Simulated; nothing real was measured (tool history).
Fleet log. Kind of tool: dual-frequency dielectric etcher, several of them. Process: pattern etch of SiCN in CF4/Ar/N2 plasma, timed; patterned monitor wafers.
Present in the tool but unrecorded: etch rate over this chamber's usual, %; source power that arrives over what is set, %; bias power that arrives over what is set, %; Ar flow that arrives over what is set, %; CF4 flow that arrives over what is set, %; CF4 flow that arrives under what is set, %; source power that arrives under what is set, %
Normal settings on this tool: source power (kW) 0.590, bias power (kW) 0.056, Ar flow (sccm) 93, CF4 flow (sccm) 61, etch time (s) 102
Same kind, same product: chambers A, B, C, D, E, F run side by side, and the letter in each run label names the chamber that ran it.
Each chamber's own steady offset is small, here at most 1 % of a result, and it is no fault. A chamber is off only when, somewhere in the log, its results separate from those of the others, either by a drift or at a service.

run,hour,source power (kW),bias power (kW),Ar flow (sccm),CF4 flow (sccm),etch time (s),hours since the last wet clean,hours since the last source power generator calibration,hours since the last bias power generator calibration,hours since the last Ar flow controller change,hours since the last CF4 flow controller change,"read-back reference wafer on the same gauge, depth_nm",mean etch depth across the wafer (Å)
1F,12.0,0.590,0.056,93,61,102,303.4,3638.5,1069.1,1416.8,1870.4,97.102,1008.7
2B,23.9,0.590,0.056,93,61,102,202.9,426.1,1277.6,329.1,883.7,97.069,1013.2
3E,31.1,0.590,0.056,93,61,102,65.8,463.4,2343.1,465.4,1582.6,97.004,1004.1
# hour 35.0: chamber F: CF4 flow controller replaced
4C,40.7,0.590,0.056,93,61,102,394.0,2296.0,1565.9,2678.5,626.9,96.974,1016.6
5A,53.0,0.590,0.056,93,61,102,90.9,667.8,2781.2,3666.3,1873.2,96.918,1030.4
6D,62.4,0.590,0.056,93,61,102,451.4,608.2,1912.1,1171.7,1119.6,96.955,1018.5
7E,73.6,0.590,0.056,93,61,102,108.3,505.9,2385.6,507.9,1625.1,97.080,1007.5
8B,84.6,0.590,0.056,93,61,102,263.6,486.8,1338.3,389.8,944.4,97.007,1008.9
9D,96.5,0.720,0.056,93,55,102,485.5,642.3,1946.2,1205.8,1153.7,96.879,1187.6
# hour 106.6: chamber C: wet clean of the chamber
10F,110.0,0.720,0.056,93,55,102,401.4,3736.5,1167.1,1514.8,75.0,96.973,1170.8
11C,118.9,0.720,0.056,93,55,102,12.4,2374.2,1644.1,2756.7,705.1,96.985,1194.9
# hour 127.7: chamber D: wet clean of the chamber
12A,131.5,0.720,0.056,93,55,102,169.4,746.3,2859.7,3744.8,1951.7,97.066,1196.1
13F,145.8,0.720,0.056,93,55,102,437.2,3772.3,1202.9,1550.6,110.8,97.113,1190.8
14E,153.9,0.720,0.056,93,55,102,188.6,586.2,2465.9,588.2,1705.4,97.002,1172.2
15D,167.4,0.590,0.056,93,61,102,39.8,713.2,2017.1,1276.7,1224.6,96.924,1015.9
16A,180.3,0.590,0.056,93,61,102,218.2,795.1,2908.5,3793.6,2000.5,97.065,1026.2
17C,189.7,0.590,0.056,93,61,102,83.2,2445.0,1714.9,2827.5,775.9,97.094,1021.7
18B,198.2,0.590,0.056,93,61,102,377.2,600.4,1451.9,503.4,1058.0,96.947,1031.9
19A,212.3,0.590,0.056,93,61,102,250.2,827.1,2940.5,3825.6,2032.5,97.031,1018.2
20B,219.1,0.640,0.068,93,61,102,398.1,621.3,1472.8,524.3,1078.9,97.030,1177.0
21F,226.2,0.640,0.068,93,61,102,517.6,3852.7,1283.3,1631.0,191.2,97.079,1155.4
22C,234.0,0.640,0.068,93,61,102,127.5,2489.3,1759.2,2871.8,820.2,96.943,1175.2
23D,248.1,0.640,0.068,93,61,102,120.5,793.9,2097.8,1357.4,1305.3,96.989,1161.5
24E,257.0,0.640,0.068,93,61,102,291.7,689.3,2569.0,691.3,1808.5,97.121,1154.6
25C,264.3,0.640,0.068,93,61,102,157.8,2519.6,1789.5,2902.1,850.5,97.132,1175.0
26F,276.4,0.590,0.056,93,61,102,567.8,3902.9,1333.5,1681.2,241.4,96.910,1009.2
27B,289.7,0.590,0.056,93,61,102,468.7,691.9,1543.4,594.9,1149.5,97.098,1043.4
28D,302.4,0.590,0.056,93,61,102,174.8,848.2,2152.1,1411.7,1359.6,97.095,1017.0
29E,309.0,0.590,0.056,93,61,102,343.7,741.3,2621.0,743.3,1860.5,96.967,1001.0
30A,318.6,0.590,0.056,93,61,102,356.5,933.4,3046.8,3931.9,2138.8,96.915,1017.8
31E,325.6,0.590,0.056,93,61,102,360.3,757.9,2637.6,759.9,1877.1,97.046,1004.1
32C,335.1,0.590,0.065,93,61,102,228.6,2590.4,1860.3,2972.9,921.3,96.902,1070.5
33D,345.8,0.590,0.065,93,61,102,218.2,891.6,2195.5,1455.1,1403.0,96.923,1070.9
34A,355.6,0.590,0.065,93,61,102,393.5,970.4,3083.8,3968.9,2175.8,97.037,1069.8
# hour 362.0: chamber F: wet clean of the chamber
35B,369.9,0.590,0.065,93,61,102,548.9,772.1,1623.6,675.1,1229.7,97.116,1099.1
36F,384.2,0.590,0.065,93,61,102,22.2,4010.7,1441.3,1789.0,349.2,96.965,1052.8
# hour 392.8: chamber E: CF4 flow controller replaced
37B,394.1,0.590,0.065,93,61,102,573.1,796.3,1647.8,699.3,1253.9,96.965,1101.9
38D,404.0,0.590,0.056,93,61,102,276.4,949.8,2253.7,1513.3,1461.2,96.924,1012.4
39E,411.5,0.590,0.063,93,61,102,446.2,843.8,2723.5,845.8,18.7,97.091,1049.4

Next, every chamber runs the same settings. What will each give?
40A,421.8,0.590,0.056,93,61,102,,,,,,,?
40B,421.8,0.590,0.056,93,61,102,,,,,,,?
40C,421.8,0.590,0.056,93,61,102,,,,,,,?
40D,421.8,0.590,0.056,93,61,102,,,,,,,?
40E,421.8,0.590,0.056,93,61,102,,,,,,,?
40F,421.8,0.590,0.056,93,61,102,,,,,,,?

run,mean etch depth across the wafer (Å)
40A,1024.5
40B,1053.5
40C,1017.5
40D,1026.0
40E,1001.9
40F,1008.6
